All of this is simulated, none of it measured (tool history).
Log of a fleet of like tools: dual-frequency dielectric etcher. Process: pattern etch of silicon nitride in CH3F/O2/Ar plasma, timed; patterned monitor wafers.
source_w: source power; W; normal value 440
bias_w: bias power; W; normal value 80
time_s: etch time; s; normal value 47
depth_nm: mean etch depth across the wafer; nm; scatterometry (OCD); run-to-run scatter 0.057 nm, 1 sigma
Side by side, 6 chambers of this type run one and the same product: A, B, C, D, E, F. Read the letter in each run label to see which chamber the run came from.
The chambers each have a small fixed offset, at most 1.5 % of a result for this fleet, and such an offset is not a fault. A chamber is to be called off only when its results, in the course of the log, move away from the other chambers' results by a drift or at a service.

run	hour	source_w	bias_w	time_s	hours since the last wet clean	hours since the last source power generator calibration	hours since the last bias power generator calibration	read-back reference wafer on the same gauge, depth_nm	depth_nm
1E	7.3	440	80	47	62.2	1478.6	310.6	32.702	35.24
2C	13.8	440	80	47	436.6	3337.5	378.3	32.713	35.565
3D	20.4	440	80	47	85.2	3153	646.8	32.726	35.849
# hour 26.4: chamber C: wet clean of the chamber
4A	26.6	440	80	47	81.5	1859	719.8	32.728	35.733
5B	30.4	440	80	47	499.7	201.7	48.5	32.725	35.705
6F	37.3	440	80	47	262.2	3773.9	856.2	32.735	35.139
7B	41.1	440	80	47	510.4	212.4	59.2	32.736	35.569
8C	46.5	440	94	37.5	20.1	3370.2	411	32.746	30.01
9E	51	440	94	37.5	105.9	1522.3	354.3	32.75	29.9
10A	58.2	440	94	37.5	113.1	1890.6	751.4	32.763	30.353
11F	62.9	440	94	37.5	287.8	3799.5	881.8	32.761	29.78
12D	68.1	440	94	37.5	132.9	3200.7	694.5	32.762	30.248
13A	74.8	440	94	37.5	129.7	1907.2	768	32.76	30.367
14F	79.1	440	80	47	304	3815.7	898	32.768	35.156
15C	87.3	440	100	47	60.9	3411	451.8	32.768	38.523
16B	95.1	440	100	47	564.4	266.4	113.2	32.779	38.736
# hour 98.4: chamber F: source power generator calibrated
17D	101	440	100	47	165.8	3233.6	727.4	32.795	38.634
# hour 101.6: chamber B: wet clean of the chamber
18E	105.7	440	100	47	160.6	1577	409	32.799	38.384
19F	109.7	440	100	47	334.6	11.4	928.6	32.788	38.146
20A	116.7	440	100	47	171.6	1949.1	809.9	32.797	38.892
21C	124.4	490	86	47	98	3448.1	488.9	32.805	38.084
22B	130.1	490	86	47	28.5	301.4	148.2	32.812	38.154
23E	133.8	490	86	47	188.7	1605.1	437.1	32.817	37.852
24D	138.7	490	86	47	203.5	3271.3	765.1	32.819	38.295
25B	145.3	490	86	47	43.7	316.6	163.4	32.814	38.283
26D	149.2	490	86	47	214	3281.8	775.6	32.829	38.3
27A	156	440	80	47	210.9	1988.4	849.2	32.841	35.945
28E	160.3	440	80	47	215.2	1631.6	463.6	32.842	35.518
# hour 161.9: chamber D: source power generator calibrated
# hour 164.5: chamber F: wet clean of the chamber
29F	166.9	440	80	47	2.4	68.6	985.8	32.833	35.27
30C	172.4	440	80	47	146	3496.1	536.9	32.856	35.745
31F	176.6	440	80	47	12.1	78.3	995.5	32.85	35.343
32A	184.8	440	80	47	239.7	2017.2	878	32.868	35.997
33D	191.6	440	80	47	256.4	29.8	818	32.858	35.909
34B	199.7	440	80	47	98.1	371	217.8	32.876	35.906
35C	206.9	440	80	47	180.5	3530.6	571.4	32.884	35.696
36E	213.6	440	70	47	268.5	1684.9	516.9	32.869	33.993
37E	217.5	440	70	47	272.4	1688.8	520.8	32.906	34.03
38C	222.4	440	70	47	196	3546.1	586.9	32.904	34.045
39D	230.6	440	70	47	295.4	68.8	857	32.894	34.363
40B	238.2	440	70	47	136.6	409.5	256.3	32.897	34.262
41A	241.8	440	70	47	296.7	2074.2	935	32.89	34.381
42F	246.3	440	80	47	81.8	148	1065.2	32.907	35.357

All chambers now run identical settings, listed one chamber a line with results as question marks. What results will each chamber show?
43A	252.2	510	80	47					?
43B	252.2	510	80	47					?
43C	252.2	510	80	47					?
43D	252.2	510	80	47					?
43E	252.2	510	80	47					?
43F	252.2	510	80	47					?

run	depth_nm
43A	38.008
43B	37.928
43C	37.921
43D	38.048
43E	37.714
43F	37.339
